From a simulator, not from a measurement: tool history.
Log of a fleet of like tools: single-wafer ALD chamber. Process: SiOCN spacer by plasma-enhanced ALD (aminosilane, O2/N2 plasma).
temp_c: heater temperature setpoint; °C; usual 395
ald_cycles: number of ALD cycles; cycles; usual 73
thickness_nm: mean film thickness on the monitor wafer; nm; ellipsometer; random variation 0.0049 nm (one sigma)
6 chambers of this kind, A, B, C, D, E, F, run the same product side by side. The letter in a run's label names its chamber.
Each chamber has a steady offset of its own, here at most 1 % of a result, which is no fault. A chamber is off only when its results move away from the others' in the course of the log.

run   hour  temp_c  ald_cycles  hours since the last thermocouple change  read-back reference wafer on the same gauge, thickness_nm  thickness_nm
 1A    2.4     395          73                                      2732                                                     5.0597        4.3768
 2C    4.5     395          73                                     705.8                                                       5.06        4.3656
 3B    7.8     395          73                                     828.6                                                     5.0625        4.4047
 4E   12.3     395          73                                     815.9                                                      5.063        4.4075
 5D   14.9     395          73                                     864.1                                                     5.0624        4.4341
 6F   18.2     395          73                                    1166.5                                                     5.0626        4.3854
 7C   22.5     395          73                                     723.8                                                     5.0638        4.3799
 8A   25.3     395          73                                    2754.9                                                      5.064        4.3849
 9F   27.9     395          73                                    1176.2                                                     5.0659        4.3843
10D   30.5     395          73                                     879.7                                                     5.0645        4.4377
11E   34.9     395          73                                     838.5                                                     5.0666        4.4019
12B   37.8     395          73                                     858.6                                                     5.0672        4.3973
13F   40.6     395          73                                    1188.9                                                     5.0678        4.3909
14B   44.4     395          73                                     865.2                                                     5.0671        4.4038
15A   47.8     395          73                                    2777.4                                                      5.068        4.3836
16E   50.6     395          73                                     854.2                                                     5.0702        4.4124
17C   53.3     395          73                                     754.6                                                     5.0701        4.3776
18D   57.8     409          59                                       907                                                     5.0692        3.4936
19D   61.7     409          59                                     910.9                                                       5.07        3.4927
20A     66     409          59                                    2795.6                                                     5.0713        3.3948
21B   68.5     409          59                                     889.3                                                     5.0718        3.4562
22C   71.7     409          59                                       773                                                     5.0733        3.4385
23F   74.1     409          59                                    1222.4                                                     5.0733        3.4074
24E   76.7     395          73                                     880.3                                                     5.0734        4.4094
25B   80.1     395          73                                     900.9                                                     5.0725        4.4022
26C   82.1     395          73                                     783.4                                                     5.0729        4.3861
27D   86.3     395          73                                     935.5                                                      5.073        4.4408
28A   90.6     395          73                                    2820.2                                                     5.0763         4.388
29E   94.6     395          73                                     898.2                                                     5.0759        4.4113
30F   98.2     395          73                                    1246.5                                                      5.077        4.4055
31F  101.1     395          73                                    1249.4                                                     5.0768        4.3943
32C  104.9     395          73                                     806.2                                                     5.0772        4.3853
33D  109.4     395          73                                     958.6                                                     5.0778        4.4494
34A  112.6     395          73                                    2842.2                                                      5.079        4.3893
35B  115.8     395          73                                     936.6                                                     5.0804        4.4108
36E  119.3     395          73                                     922.9                                                     5.0799         4.423
37E  122.6     395          73                                     926.2                                                     5.0809        4.4131
38C  125.5     408          73                                     826.8                                                     5.0813        4.2751
39B  128.4     408          73                                     949.2                                                     5.0818        4.3059
40D  131.3     408          73                                     980.5                                                     5.0836        4.3483

Next, every chamber runs the same settings. What will each give?
41A  134.5     395          73                                                                                                                  ?
41B  134.5     395          73                                                                                                                  ?
41C  134.5     395          73                                                                                                                  ?
41D  134.5     395          73                                                                                                                  ?
41E  134.5     395          73                                                                                                                  ?
41F  134.5     395          73                                                                                                                  ?

run  thickness_nm
41A        4.3919
41B        4.4099
41C        4.3905
41D        4.4466
41E        4.4143
41F        4.4043

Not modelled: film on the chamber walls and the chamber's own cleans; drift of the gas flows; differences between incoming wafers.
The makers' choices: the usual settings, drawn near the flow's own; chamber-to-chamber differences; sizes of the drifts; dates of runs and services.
